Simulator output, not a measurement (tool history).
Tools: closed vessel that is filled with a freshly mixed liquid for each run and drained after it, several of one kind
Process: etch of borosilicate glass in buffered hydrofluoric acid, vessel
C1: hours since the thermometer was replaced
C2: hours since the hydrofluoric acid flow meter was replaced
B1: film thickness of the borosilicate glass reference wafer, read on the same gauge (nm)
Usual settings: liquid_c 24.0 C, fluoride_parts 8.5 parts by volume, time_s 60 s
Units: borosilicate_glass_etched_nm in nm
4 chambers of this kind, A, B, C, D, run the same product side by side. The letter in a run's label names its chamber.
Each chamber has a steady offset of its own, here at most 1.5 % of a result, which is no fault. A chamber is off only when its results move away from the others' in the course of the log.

run 1C hour=9.7 | liquid_c=24.0 fluoride_parts=8.5 time_s=60 | C1=643.5 C2=143.0 | B1=50.017 | borosilicate_glass_etched_nm=85.636
run 2B hour=22.5 | liquid_c=24.0 fluoride_parts=8.5 time_s=60 | C1=2373.9 C2=447.0 | B1=49.984 | borosilicate_glass_etched_nm=85.317
run 3D hour=35.8 | liquid_c=24.0 fluoride_parts=8.5 time_s=60 | C1=1039.9 C2=1503.8 | B1=50.009 | borosilicate_glass_etched_nm=86.337
run 4A hour=49.4 | liquid_c=24.0 fluoride_parts=8.5 time_s=60 | C1=1668.4 C2=698.0 | B1=50.029 | borosilicate_glass_etched_nm=84.911
run 5C hour=57.1 | liquid_c=24.0 fluoride_parts=8.5 time_s=60 | C1=690.9 C2=190.4 | B1=50.013 | borosilicate_glass_etched_nm=84.504
-- hour=63.1 chamber A: hydrofluoric acid flow meter replaced
run 6B hour=65.0 | liquid_c=26.0 fluoride_parts=8.5 time_s=60 | C1=2416.4 C2=489.5 | B1=49.999 | borosilicate_glass_etched_nm=94.775
run 7D hour=77.4 | liquid_c=26.0 fluoride_parts=8.5 time_s=60 | C1=1081.5 C2=1545.4 | B1=49.993 | borosilicate_glass_etched_nm=95.521
run 8A hour=88.2 | liquid_c=26.0 fluoride_parts=8.5 time_s=60 | C1=1707.2 C2=25.2 | B1=49.984 | borosilicate_glass_etched_nm=94.064
run 9D hour=101.7 | liquid_c=26.0 fluoride_parts=8.5 time_s=60 | C1=1105.8 C2=1569.7 | B1=49.991 | borosilicate_glass_etched_nm=95.543
run 10C hour=110.2 | liquid_c=24.0 fluoride_parts=8.5 time_s=60 | C1=744.0 C2=243.5 | B1=49.995 | borosilicate_glass_etched_nm=84.823
run 11B hour=124.4 | liquid_c=27.5 fluoride_parts=8.5 time_s=90 | C1=2475.8 C2=548.9 | B1=50.005 | borosilicate_glass_etched_nm=151.800
run 12A hour=133.5 | liquid_c=27.5 fluoride_parts=8.5 time_s=90 | C1=1752.5 C2=70.5 | B1=50.003 | borosilicate_glass_etched_nm=153.900
run 13B hour=144.5 | liquid_c=27.5 fluoride_parts=8.5 time_s=90 | C1=2495.9 C2=569.0 | B1=50.023 | borosilicate_glass_etched_nm=152.230
run 14D hour=153.0 | liquid_c=27.5 fluoride_parts=8.5 time_s=90 | C1=1157.1 C2=1621.0 | B1=49.972 | borosilicate_glass_etched_nm=155.350
run 15A hour=162.6 | liquid_c=24.0 fluoride_parts=8.5 time_s=60 | C1=1781.6 C2=99.6 | B1=49.998 | borosilicate_glass_etched_nm=83.746
run 16C hour=174.4 | liquid_c=24.0 fluoride_parts=8.5 time_s=60 | C1=808.2 C2=307.7 | B1=50.049 | borosilicate_glass_etched_nm=84.028
run 17A hour=182.4 | liquid_c=20.0 fluoride_parts=8.5 time_s=60 | C1=1801.4 C2=119.4 | B1=49.991 | borosilicate_glass_etched_nm=68.067
run 18C hour=191.8 | liquid_c=20.0 fluoride_parts=8.5 time_s=60 | C1=825.6 C2=325.1 | B1=49.986 | borosilicate_glass_etched_nm=67.136
run 19D hour=201.5 | liquid_c=20.0 fluoride_parts=8.5 time_s=60 | C1=1205.6 C2=1669.5 | B1=50.035 | borosilicate_glass_etched_nm=69.145
run 20B hour=211.6 | liquid_c=20.0 fluoride_parts=8.5 time_s=60 | C1=2563.0 C2=636.1 | B1=49.973 | borosilicate_glass_etched_nm=68.972
run 21C hour=219.7 | liquid_c=24.0 fluoride_parts=8.5 time_s=60 | C1=853.5 C2=353.0 | B1=50.000 | borosilicate_glass_etched_nm=82.954
run 22B hour=227.2 | liquid_c=24.0 fluoride_parts=8.5 time_s=60 | C1=2578.6 C2=651.7 | B1=49.956 | borosilicate_glass_etched_nm=84.603
run 23A hour=235.1 | liquid_c=24.0 fluoride_parts=8.5 time_s=60 | C1=1854.1 C2=172.1 | B1=50.028 | borosilicate_glass_etched_nm=84.996
-- hour=247.9 chamber C: hydrofluoric acid flow meter replaced
run 24D hour=248.6 | liquid_c=24.0 fluoride_parts=8.5 time_s=60 | C1=1252.7 C2=1716.6 | B1=49.976 | borosilicate_glass_etched_nm=85.823
run 25B hour=262.6 | liquid_c=24.0 fluoride_parts=11.0 time_s=60 | C1=2614.0 C2=687.1 | B1=50.003 | borosilicate_glass_etched_nm=67.197
run 26C hour=272.8 | liquid_c=24.0 fluoride_parts=11.0 time_s=60 | C1=906.6 C2=25.0 | B1=49.994 | borosilicate_glass_etched_nm=65.065
run 27D hour=279.9 | liquid_c=24.0 fluoride_parts=11.0 time_s=60 | C1=1284.0 C2=1747.9 | B1=49.977 | borosilicate_glass_etched_nm=68.078
run 28A hour=289.0 | liquid_c=24.0 fluoride_parts=11.0 time_s=60 | C1=1908.0 C2=226.0 | B1=49.993 | borosilicate_glass_etched_nm=68.100
run 29D hour=298.2 | liquid_c=24.0 fluoride_parts=8.5 time_s=60 | C1=1302.3 C2=1766.2 | B1=50.004 | borosilicate_glass_etched_nm=86.489
run 30A hour=309.8 | liquid_c=24.0 fluoride_parts=8.5 time_s=60 | C1=1928.8 C2=246.8 | B1=50.005 | borosilicate_glass_etched_nm=84.901

What goes on in this fleet: one chamber off, a drifting gauge, or nothing beyond the chambers' own small offsets? Name the chamber and the cause, if any.

Chamber C drifts away from the others.
Cause: liquid colder than its thermometer reads (K) = 0.908.

Here are 4 candidates for chamber C's next run, each the usual settings with a change, their results left as question marks. Which one brings its results back in line with what the others give on the usual settings?
In line means no further than this from the other chambers' mean on the usual settings: borosilicate_glass_etched_nm 1.400 nm
run 31C-1 hour=320.0 | liquid_c=23.0 fluoride_parts=8.5 time_s=60 | borosilicate_glass_etched_nm=?
run 31C-2 hour=320.0 | liquid_c=24.5 fluoride_parts=8.5 time_s=60 | borosilicate_glass_etched_nm=?
run 31C-3 hour=320.0 | liquid_c=23.5 fluoride_parts=8.5 time_s=60 | borosilicate_glass_etched_nm=?
run 31C-4 hour=320.0 | liquid_c=25.0 fluoride_parts=8.5 time_s=60 | borosilicate_glass_etched_nm=?

The other chambers' mean on the usual settings: borosilicate_glass_etched_nm 85.314 nm
run=31C-1 borosilicate_glass_etched_nm=76.575
run=31C-2 borosilicate_glass_etched_nm=83.091
run=31C-3 borosilicate_glass_etched_nm=78.666
run=31C-4 borosilicate_glass_etched_nm=85.385
31C-4 brings the chamber back in line.
